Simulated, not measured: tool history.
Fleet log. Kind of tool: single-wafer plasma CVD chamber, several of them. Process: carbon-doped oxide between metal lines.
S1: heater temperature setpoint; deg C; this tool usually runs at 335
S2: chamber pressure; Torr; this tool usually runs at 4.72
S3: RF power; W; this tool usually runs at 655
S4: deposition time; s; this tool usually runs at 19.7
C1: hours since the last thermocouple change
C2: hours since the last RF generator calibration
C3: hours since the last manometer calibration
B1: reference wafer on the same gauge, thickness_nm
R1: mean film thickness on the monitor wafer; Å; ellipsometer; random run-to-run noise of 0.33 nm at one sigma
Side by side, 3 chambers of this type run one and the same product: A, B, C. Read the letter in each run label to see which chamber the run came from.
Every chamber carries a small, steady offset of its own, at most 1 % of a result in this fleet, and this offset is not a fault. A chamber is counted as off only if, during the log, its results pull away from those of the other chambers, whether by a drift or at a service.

run	hour	S1	S2	S3	S4	C1	C2	C3	B1	R1
1B	4.8	335	4.72	655	19.7	2652.5	773.3	172.0	103.95	1241.5
2A	11.1	335	4.72	655	19.7	859.1	370.6	259.4	104.05	1253.6
3C	18.9	335	4.72	655	19.7	2026.8	267.2	1768.4	103.99	1252.3
4B	28.8	335	4.72	655	19.7	2676.5	797.3	196.0	103.93	1244.6
5C	38.2	335	4.72	655	19.7	2046.1	286.5	1787.7	104.07	1255.4
6A	46.9	335	4.72	655	19.7	894.9	406.4	295.2	104.00	1256.2
7B	51.5	335	4.72	655	19.7	2699.2	820.0	218.7	104.04	1240.7
# hour 52.7: chamber B: RF generator calibrated
8A	60.6	335	4.72	655	17.3	908.6	420.1	308.9	103.96	1110.2
9C	69.4	335	4.72	655	17.3	2077.3	317.7	1818.9	103.98	1099.8
10B	77.1	335	4.72	655	17.3	2724.8	24.4	244.3	103.98	1098.8
11A	84.7	335	4.72	655	19.7	932.7	444.2	333.0	104.03	1246.2
12C	90.4	335	4.72	655	19.7	2098.3	338.7	1839.9	103.97	1253.4
13A	96.5	335	4.72	655	19.7	944.5	456.0	344.8	104.00	1253.3
14B	101.2	335	4.72	655	19.7	2748.9	48.5	268.4	104.05	1245.8
15C	106.8	325	4.72	655	22.2	2114.7	355.1	1856.3	104.00	1460.8
16B	114.8	325	4.72	655	22.2	2762.5	62.1	282.0	104.01	1448.9
17C	121.8	325	4.72	655	22.2	2129.7	370.1	1871.3	104.00	1455.4
18A	129.8	335	4.72	735	19.7	977.8	489.3	378.1	104.07	1342.2
19A	136.1	335	4.72	735	19.7	984.1	495.6	384.4	104.07	1345.9
20C	145.8	335	4.72	735	19.7	2153.7	394.1	1895.3	103.99	1336.9
21B	152.6	335	4.72	655	19.7	2800.3	99.9	319.8	104.06	1246.8
22A	160.2	335	4.72	655	19.7	1008.2	519.7	408.5	103.94	1257.3
23C	167.3	335	4.72	655	19.7	2175.2	415.6	1916.8	104.03	1249.0
24B	175.5	335	4.72	655	19.7	2823.2	122.8	342.7	104.03	1236.1
# hour 176.1: chamber B: thermocouple changed; heater temperature recalibrated
25A	183.9	335	4.72	655	19.7	1031.9	543.4	432.2	103.99	1255.0
26C	192.4	335	4.72	655	19.7	2200.3	440.7	1941.9	103.97	1244.3
27B	200.3	323	4.72	655	19.7	24.3	147.6	367.5	103.96	1299.6

Decide between three cases: one chamber stands off from its peers, the gauge reading all wafers drifts, or nothing is wrong past each chamber's small offset. Where a chamber is off, say which and what most likely put it there.

All chambers stay in line apart from their small fixed offsets, and the gauge does not drift.

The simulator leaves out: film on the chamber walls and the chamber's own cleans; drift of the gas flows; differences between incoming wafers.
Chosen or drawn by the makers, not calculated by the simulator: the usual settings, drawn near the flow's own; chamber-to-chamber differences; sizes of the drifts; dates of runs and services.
